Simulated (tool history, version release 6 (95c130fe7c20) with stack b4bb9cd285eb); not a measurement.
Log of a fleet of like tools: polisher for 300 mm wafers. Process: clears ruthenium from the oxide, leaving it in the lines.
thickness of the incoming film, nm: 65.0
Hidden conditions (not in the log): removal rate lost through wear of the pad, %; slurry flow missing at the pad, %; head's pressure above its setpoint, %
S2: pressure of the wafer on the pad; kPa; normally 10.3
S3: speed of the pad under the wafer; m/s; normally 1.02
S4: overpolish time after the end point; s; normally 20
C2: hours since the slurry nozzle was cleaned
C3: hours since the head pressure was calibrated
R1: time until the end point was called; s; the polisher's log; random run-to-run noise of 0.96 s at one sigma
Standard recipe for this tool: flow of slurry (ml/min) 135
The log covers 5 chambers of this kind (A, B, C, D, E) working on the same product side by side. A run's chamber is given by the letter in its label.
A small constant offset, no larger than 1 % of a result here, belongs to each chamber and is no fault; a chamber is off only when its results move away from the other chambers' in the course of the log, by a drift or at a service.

At day 0.2: chamber C: worn pad replaced by a new one.
Run 1A, day 0.571: usual settings; wafers polished on this pad 459; C2 328.9; C3 346.6. Result: R1 90.588 s.
Run 2C, day 0.888: usual settings; wafers polished on this pad 113; C2 73.4; C3 1522.7. Result: R1 92.867 s.
Run 3D, day 1.5: usual settings; wafers polished on this pad 1168; C2 564.8; C3 813.2. Result: R1 90.495 s.
At day 1.746: chamber D: worn pad replaced by a new one.
Run 4B, day 2.108: usual settings; wafers polished on this pad 841; C2 89.3; C3 351.5. Result: R1 92.94 s.
Run 5E, day 2.75: usual settings; wafers polished on this pad 687; C2 237.6; C3 722.8. Result: R1 91.173 s.
At day 3.188: chamber B: worn pad replaced by a new one.
Run 6C, day 3.208: usual settings; wafers polished on this pad 496; C2 129.1; C3 1578.4. Result: R1 93.166 s.
At day 3.258: chamber C: head pressure recalibrated.
Run 7D, day 3.746: usual settings; wafers polished on this pad 330; C2 618.7; C3 867.1. Result: R1 91.887 s.
Run 8E, day 4.083: usual settings; wafers polished on this pad 907; C2 269.6; C3 754.8. Result: R1 90.372 s.
At day 4.221: chamber E: slurry nozzle cleaned.
At day 4.575: chamber E: worn pad replaced by a new one.
Run 9A, day 4.683: usual settings; wafers polished on this pad 1137; C2 427.6; C3 445.3. Result: R1 91.174 s.
Run 10B, day 5.35: usual settings; wafers polished on this pad 356; C2 167.1; C3 429.3. Result: R1 91.626 s.
At day 5.533: chamber A: worn pad replaced by a new one.
Run 11E, day 5.946: usual settings; wafers polished on this pad 226; C2 41.5; C3 799.5. Result: R1 92.389 s.
At day 5.996: chamber C: worn pad replaced by a new one.
At day 6.354: chamber D: slurry nozzle cleaned.
Run 12A, day 6.367: usual settings; wafers polished on this pad 137; C2 468; C3 485.7. Result: R1 91.494 s.
Run 13B, day 6.712: usual settings; wafers polished on this pad 581; C2 199.8; C3 462. Result: R1 89.157 s.
Run 14C, day 7.225: usual settings; wafers polished on this pad 203; C2 225.5; C3 95.3. Result: R1 91.714 s.
Run 15D, day 7.612: usual settings; wafers polished on this pad 967; C2 30.2; C3 959.9. Result: R1 93.265 s.
Run 16A, day 8.029: usual settings; wafers polished on this pad 411; C2 507.9; C3 525.6. Result: R1 92.857 s.
At day 8.371: chamber A: slurry nozzle cleaned.
Run 17E, day 8.667: usual settings; wafers polished on this pad 674; C2 106.8; C3 864.8. Result: R1 92.063 s.
Run 18B, day 9.133: usual settings but flow of slurry (ml/min) 100, S2 13.8 kPa; wafers polished on this pad 980; C2 257.9; C3 520.1. Result: R1 74.92 s.
At day 9.283: chamber D: worn pad replaced by a new one.
Run 19D, day 9.658: usual settings but flow of slurry (ml/min) 100, S2 13.8 kPa; wafers polished on this pad 62; C2 79.3; C3 1009. Result: R1 72.413 s.
At day 9.954: chamber B: worn pad replaced by a new one.
At day 10.112: chamber B: slurry nozzle cleaned.
Run 20C, day 10.179: usual settings but flow of slurry (ml/min) 100, S2 13.8 kPa; wafers polished on this pad 689; C2 296.4; C3 166.2. Result: R1 74.182 s.
Run 21B, day 10.604: usual settings but flow of slurry (ml/min) 100, S2 13.8 kPa; wafers polished on this pad 107; C2 11.8; C3 555.4. Result: R1 73.977 s.
At day 11.171: chamber E: worn pad replaced by a new one.
Run 22E, day 11.175: usual settings but flow of slurry (ml/min) 100, S2 13.8 kPa; wafers polished on this pad 1; C2 167; C3 925. Result: R1 73.338 s.
At day 11.492: chamber C: worn pad replaced by a new one.
Run 23C, day 11.742: usual settings; wafers polished on this pad 41; C2 333.9; C3 203.7. Result: R1 90.429 s.
At day 12.05: chamber D: head pressure recalibrated.
Run 24A, day 12.108: usual settings; wafers polished on this pad 1084; C2 89.8; C3 623.5. Result: R1 92.293 s.
Run 25D, day 12.492: usual settings; wafers polished on this pad 529; C2 147.3; C3 10.6. Result: R1 91.61 s.
Run 26D, day 12.95: usual settings; wafers polished on this pad 604; C2 158.3; C3 21.6. Result: R1 92.167 s.
Run 27A, day 13.275: usual settings but S3 1.3 m/s; wafers polished on this pad 1276; C2 117.8; C3 651.5. Result: R1 72.173 s.
Run 28C, day 13.9: usual settings but S3 1.3 m/s; wafers polished on this pad 397; C2 385.7; C3 255.5. Result: R1 72 s.
Run 29B, day 14.425: usual settings but S3 1.3 m/s; wafers polished on this pad 736; C2 103.5; C3 647.1. Result: R1 71.664 s.
At day 14.454: chamber A: worn pad replaced by a new one.
Run 30E, day 15.067: usual settings but S3 1.3 m/s; wafers polished on this pad 642; C2 260.4; C3 1018.4. Result: R1 71.226 s.
Run 31D, day 15.392: usual settings but S3 1.3 m/s; wafers polished on this pad 1006; C2 216.9; C3 80.2. Result: R1 71.492 s.
At day 15.538: chamber E: slurry nozzle cleaned.
Run 32B, day 15.871: usual settings but S4 30 s; wafers polished on this pad 975; C2 138.2; C3 681.8. Result: R1 90.713 s.
Run 33E, day 16.454: usual settings but S4 30 s; wafers polished on this pad 871; C2 22; C3 1051.7. Result: R1 90.808 s.
At day 16.662: chamber C: worn pad replaced by a new one.
Run 34C, day 16.858: usual settings but S4 30 s; wafers polished on this pad 32; C2 456.7; C3 326.5. Result: R1 90.991 s.
At day 17.1: chamber B: worn pad replaced by a new one.
Run 35A, day 17.212: usual settings but S4 30 s; wafers polished on this pad 455; C2 212.3; C3 746. Result: R1 91.187 s.
Run 36C, day 17.871: usual settings but S4 30 s; wafers polished on this pad 199; C2 481; C3 350.8. Result: R1 92.177 s.
Run 37E, day 18.408: usual settings; wafers polished on this pad 1193; C2 68.9; C3 1098.6. Result: R1 90.277 s.
Run 38B, day 18.804: usual settings; wafers polished on this pad 281; C2 208.6; C3 752.2. Result: R1 92.314 s.

Has any chamber moved away from the others, gradually or after a service, or does the common gauge drift, or do the chambers differ only by their own small steady offsets? State the chamber and the most likely cause if one applies.

Nothing is wrong: each chamber keeps only its own small, steady offset and the gauge holds still.
